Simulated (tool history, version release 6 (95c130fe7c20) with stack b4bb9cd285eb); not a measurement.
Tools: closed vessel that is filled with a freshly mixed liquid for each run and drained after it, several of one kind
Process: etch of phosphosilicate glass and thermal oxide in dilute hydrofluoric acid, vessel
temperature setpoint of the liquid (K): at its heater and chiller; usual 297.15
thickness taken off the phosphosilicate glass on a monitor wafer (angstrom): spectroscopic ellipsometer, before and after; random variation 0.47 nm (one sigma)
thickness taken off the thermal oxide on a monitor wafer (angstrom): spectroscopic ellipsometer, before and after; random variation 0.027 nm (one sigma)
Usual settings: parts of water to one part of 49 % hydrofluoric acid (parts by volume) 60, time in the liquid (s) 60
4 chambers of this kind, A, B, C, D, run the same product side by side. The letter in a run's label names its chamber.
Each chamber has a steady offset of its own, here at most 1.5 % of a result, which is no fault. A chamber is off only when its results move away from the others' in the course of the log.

run   hour  temperature setpoint of the liquid (K)  parts of water to one part of 49 % hydrofluoric acid (parts by volume)  time in the liquid (s)  read-back film thickness of the phosphosilicate glass reference wafer, read on the same gauge (nm)  read-back film thickness of the thermal oxide reference wafer, read on the same gauge (nm)  thickness taken off the phosphosilicate glass on a monitor wafer (angstrom)  thickness taken off the thermal oxide on a monitor wafer (angstrom)
 1B   14.4                                  297.15                                                                      60                      60                                                                                              39.972                                                                                       49.99                                                                       1155.2                                                               49.055
 2C   26.4                                  297.15                                                                      60                      60                                                                                              40.013                                                                                      50.021                                                                       1150.6                                                               49.063
 3A     38                                  297.15                                                                      60                      60                                                                                              39.999                                                                                      50.026                                                                       1165.8                                                               49.553
 4D   45.6                                  297.15                                                                      60                      60                                                                                              39.994                                                                                      49.989                                                                       1169.2                                                               49.669
 5A   57.7                                  297.15                                                                      60                      60                                                                                              40.006                                                                                      49.997                                                                       1163.8                                                               48.874
 6B   71.1                                  297.15                                                                      45                      60                                                                                              40.008                                                                                      50.026                                                                       1558.3                                                               66.373
 7C   85.8                                  297.15                                                                      45                      60                                                                                              39.986                                                                                      49.988                                                                       1567.7                                                               66.941
 8D  101.9                                  297.15                                                                      45                      60                                                                                              39.989                                                                                      50.032                                                                       1576.4                                                               67.249
 9D    110                                  297.15                                                                      45                      60                                                                                               40.01                                                                                      50.021                                                                       1588.3                                                               67.746
10C  125.5                                  297.15                                                                      60                      60                                                                                              39.995                                                                                      49.972                                                                       1145.1                                                               48.684
     125.9  -- chamber B: thermometer replaced
11B  132.8                                  297.15                                                                      60                      60                                                                                              39.965                                                                                      49.976                                                                       1160.1                                                               49.404
12A  147.8                                  297.15                                                                      60                      60                                                                                              40.003                                                                                      49.989                                                                       1168.2                                                               48.774
13D  155.9                                  297.15                                                                      60                      60                                                                                              39.994                                                                                      50.053                                                                       1162.3                                                               49.582
14A  166.4                                  297.15                                                                      60                      60                                                                                              39.974                                                                                      50.001                                                                       1156.6                                                               49.357
15B  180.7                                  297.15                                                                      60                      60                                                                                              40.017                                                                                      49.994                                                                       1162.2                                                               49.333
16C  193.3                                  301.15                                                                      60                      40                                                                                              40.026                                                                                      49.986                                                                       899.09                                                               38.466
17B  208.8                                  301.15                                                                      60                      40                                                                                              39.989                                                                                      49.947                                                                       909.59                                                                38.53
18C    219                                  301.15                                                                      60                      40                                                                                              39.991                                                                                      50.027                                                                       899.04                                                               38.119
19A  228.8                                  301.15                                                                      60                      40                                                                                              40.006                                                                                      49.985                                                                       912.87                                                                38.66
20D  237.2                                  297.15                                                                      50                      40                                                                                              40.038                                                                                      50.043                                                                        941.9                                                               40.176
21D  244.5                                  297.15                                                                      50                      40                                                                                              39.994                                                                                       49.98                                                                       945.54                                                               39.896
22A  255.2                                  297.15                                                                      50                      40                                                                                              40.019                                                                                      49.963                                                                       941.98                                                               39.981
23C    265                                  297.15                                                                      50                      40                                                                                              40.026                                                                                      50.004                                                                       932.26                                                               40.098
24B  281.3                                  301.65                                                                      70                      60                                                                                              40.024                                                                                      50.006                                                                       1177.6                                                               50.428
25D    290                                  301.65                                                                      70                      60                                                                                              40.036                                                                                      49.955                                                                       1168.8                                                               49.666
26B  303.3                                  301.65                                                                      70                      60                                                                                              39.957                                                                                      50.031                                                                       1182.1                                                               50.077
27A  317.1                                  301.65                                                                      70                      60                                                                                              40.039                                                                                          50                                                                       1179.4                                                               50.595
28C  327.6                                  297.15                                                                      60                      60                                                                                              39.947                                                                                      50.039                                                                       1158.1                                                                48.71
29B  341.5                                  297.15                                                                      60                      60                                                                                              40.026                                                                                      50.006                                                                       1160.5                                                               49.374
30A  355.9                                  297.15                                                                      60                      60                                                                                              39.992                                                                                      49.939                                                                       1167.1                                                               48.966
31C  369.5                                  297.15                                                                      60                      60                                                                                              39.956                                                                                      49.988                                                                       1147.9                                                               49.528
32D  380.8                                  297.15                                                                      60                      60                                                                                              40.028                                                                                      50.013                                                                       1159.1                                                               49.634
33A  393.9                                  297.15                                                                      60                      60                                                                                              39.956                                                                                      49.973                                                                         1165                                                               49.464
34C  404.9                                  297.15                                                                      60                      60                                                                                              39.998                                                                                      50.021                                                                       1150.8                                                               49.226
35D  414.6                                  297.15                                                                      60                      60                                                                                              39.975                                                                                       49.99                                                                       1159.6                                                               49.876
36B    427                                  297.15                                                                      45                      60                                                                                              40.004                                                                                      49.988                                                                       1570.4                                                               66.811
37C  434.9                                  297.15                                                                      45                      60                                                                                              40.014                                                                                      49.977                                                                       1572.8                                                               66.891
38D  451.3                                  297.15                                                                      45                      60                                                                                              40.037                                                                                      50.007                                                                       1590.8                                                                68.22
39A  466.4                                  297.15                                                                      45                      60                                                                                              40.021                                                                                      50.049                                                                       1573.9                                                               66.639
40B  480.9                                  293.65                                                                      60                      35                                                                                              40.028                                                                                       50.02                                                                       580.07                                                               24.686
41B  490.4                                  293.65                                                                      60                      35                                                                                              40.004                                                                                      49.926                                                                       581.92                                                               25.017

Is one chamber off against the others, does the gauge drift, or is nothing wrong? If a chamber is off, say which, and what the likeliest cause is.

No chamber stands off beyond its own small offset, and the gauge holds steady.

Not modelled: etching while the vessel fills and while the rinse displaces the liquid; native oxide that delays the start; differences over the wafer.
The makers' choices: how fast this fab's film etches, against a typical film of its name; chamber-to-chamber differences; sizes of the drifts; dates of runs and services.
